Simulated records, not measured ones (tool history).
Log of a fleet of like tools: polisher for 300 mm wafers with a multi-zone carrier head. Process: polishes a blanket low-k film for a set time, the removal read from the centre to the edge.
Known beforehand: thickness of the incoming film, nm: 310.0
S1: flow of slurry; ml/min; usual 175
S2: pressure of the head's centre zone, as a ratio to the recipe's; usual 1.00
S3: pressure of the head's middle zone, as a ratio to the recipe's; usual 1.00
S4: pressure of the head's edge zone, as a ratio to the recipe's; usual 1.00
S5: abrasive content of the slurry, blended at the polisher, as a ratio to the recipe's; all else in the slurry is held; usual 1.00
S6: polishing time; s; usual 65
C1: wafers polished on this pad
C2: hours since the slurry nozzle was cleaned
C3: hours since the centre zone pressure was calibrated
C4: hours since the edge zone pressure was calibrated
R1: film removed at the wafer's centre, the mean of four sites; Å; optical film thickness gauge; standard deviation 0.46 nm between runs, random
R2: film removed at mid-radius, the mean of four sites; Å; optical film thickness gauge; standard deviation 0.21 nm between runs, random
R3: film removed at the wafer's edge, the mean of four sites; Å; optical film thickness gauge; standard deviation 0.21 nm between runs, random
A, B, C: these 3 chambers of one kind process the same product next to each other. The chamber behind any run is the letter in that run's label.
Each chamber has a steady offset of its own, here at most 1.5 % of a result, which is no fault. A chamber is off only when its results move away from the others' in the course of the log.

run	hour	S1	S2	S3	S4	S5	S6	C1	C2	C3	C4	R1	R2	R3
1A	4.9	175	1.00	1.00	1.00	1.00	65	346	53.2	44.5	164.5	325.71	325.05	325.29
2B	7.4	175	1.00	1.00	1.00	1.00	65	711	279.3	233.0	93.7	333.71	322.49	324.45
3C	13.0	175	1.00	1.00	1.00	1.00	65	319	446.3	599.9	318.4	327.57	323.07	322.06
4B	16.6	175	1.00	1.00	1.00	1.00	65	832	288.5	242.2	102.9	321.19	323.60	322.14
5A	21.0	175	1.00	1.00	1.00	1.00	65	557	69.3	60.6	180.6	331.41	325.45	320.88
# hour 24.6: chamber A: worn pad replaced by a new one
6C	24.8	175	1.00	1.00	1.00	1.00	65	474	458.1	611.7	330.2	310.76	318.24	315.15
7B	29.7	175	1.00	1.00	1.00	1.00	65	1003	301.6	255.3	116.0	322.00	326.53	325.02
8A	32.4	175	1.00	1.00	1.00	1.00	65	103	80.7	72.0	192.0	323.78	321.85	321.49
9C	35.6	175	1.00	1.00	1.00	1.00	65	615	468.9	622.5	341.0	308.17	313.86	311.83
10C	39.0	175	1.00	1.00	1.00	1.00	65	660	472.3	625.9	344.4	313.68	316.53	310.51
# hour 42.8: chamber B: worn pad replaced by a new one
11A	43.3	175	1.00	1.00	1.00	1.00	65	246	91.6	82.9	202.9	322.73	326.11	323.28
12B	48.5	175	1.00	1.00	1.00	1.00	65	75	320.4	274.1	134.8	325.78	324.40	321.71
13C	51.5	175	1.00	1.00	1.00	1.00	65	823	484.8	638.4	356.9	308.77	307.14	310.71
14B	54.8	175	1.00	0.91	1.00	1.00	65	157	326.7	280.4	141.1	333.07	295.83	323.46
15A	59.9	175	1.00	0.91	1.00	1.00	65	463	108.2	99.5	219.5	314.75	296.34	321.30
16C	64.0	175	1.00	0.91	1.00	1.00	65	987	497.3	650.9	369.4	306.44	281.04	302.51
17A	67.2	175	1.00	1.00	1.00	1.00	65	559	115.5	106.8	226.8	325.34	324.95	321.92
18B	71.6	175	1.00	1.00	0.94	1.00	65	377	343.5	297.2	157.9	323.32	318.92	313.86
# hour 76.1: chamber A: worn pad replaced by a new one
19B	76.3	175	1.00	1.00	0.94	1.00	65	439	348.2	301.9	162.6	329.10	318.33	313.33
20A	80.6	175	1.00	1.00	0.94	1.00	65	60	128.9	120.2	240.2	325.00	321.27	312.54
21C	84.2	175	1.00	1.00	1.00	1.00	65	1252	517.5	671.1	389.6	290.86	298.54	295.29
22B	89.1	175	1.00	1.00	1.00	1.00	65	606	361.0	314.7	175.4	327.24	321.51	322.60
23C	91.9	175	1.00	1.00	1.00	1.00	65	1352	525.2	678.8	397.3	285.60	294.53	289.38
24A	95.0	140	1.00	1.00	0.93	1.00	65	248	143.3	134.6	254.6	305.01	312.17	295.59
25C	100.3	140	1.00	1.00	0.93	1.00	65	1462	533.6	687.2	405.7	272.50	283.71	272.25
26B	103.0	140	1.00	1.00	0.93	1.00	65	788	374.9	328.6	189.3	312.40	309.22	300.10
27A	105.5	175	1.00	1.00	1.00	1.00	65	386	153.8	145.1	265.1	331.28	321.78	321.09
28C	108.5	175	0.92	1.00	1.00	1.00	65	1570	541.8	695.4	413.9	260.95	289.69	285.16
29B	112.8	175	0.92	1.00	1.00	1.00	65	917	384.7	338.4	199.1	299.76	323.41	322.68
# hour 116.6: chamber A: worn pad replaced by a new one
30A	117.1	175	0.92	1.00	1.00	1.00	65	7	165.4	156.7	276.7	291.37	324.83	322.85
31C	120.1	175	1.00	1.00	1.00	1.00	81	1722	553.4	707.0	425.5	341.80	356.62	352.81

Next, every chamber runs the same settings. What will each give?
32A	124.3	175	1.00	1.00	1.00	1.15	65					?	?	?
32B	124.3	175	1.00	1.00	1.00	1.15	65					?	?	?
32C	124.3	175	1.00	1.00	1.00	1.15	65					?	?	?

run	R1	R2	R3
32A	342.37	343.44	340.81
32B	348.86	344.87	343.89
32C	292.76	303.05	296.80
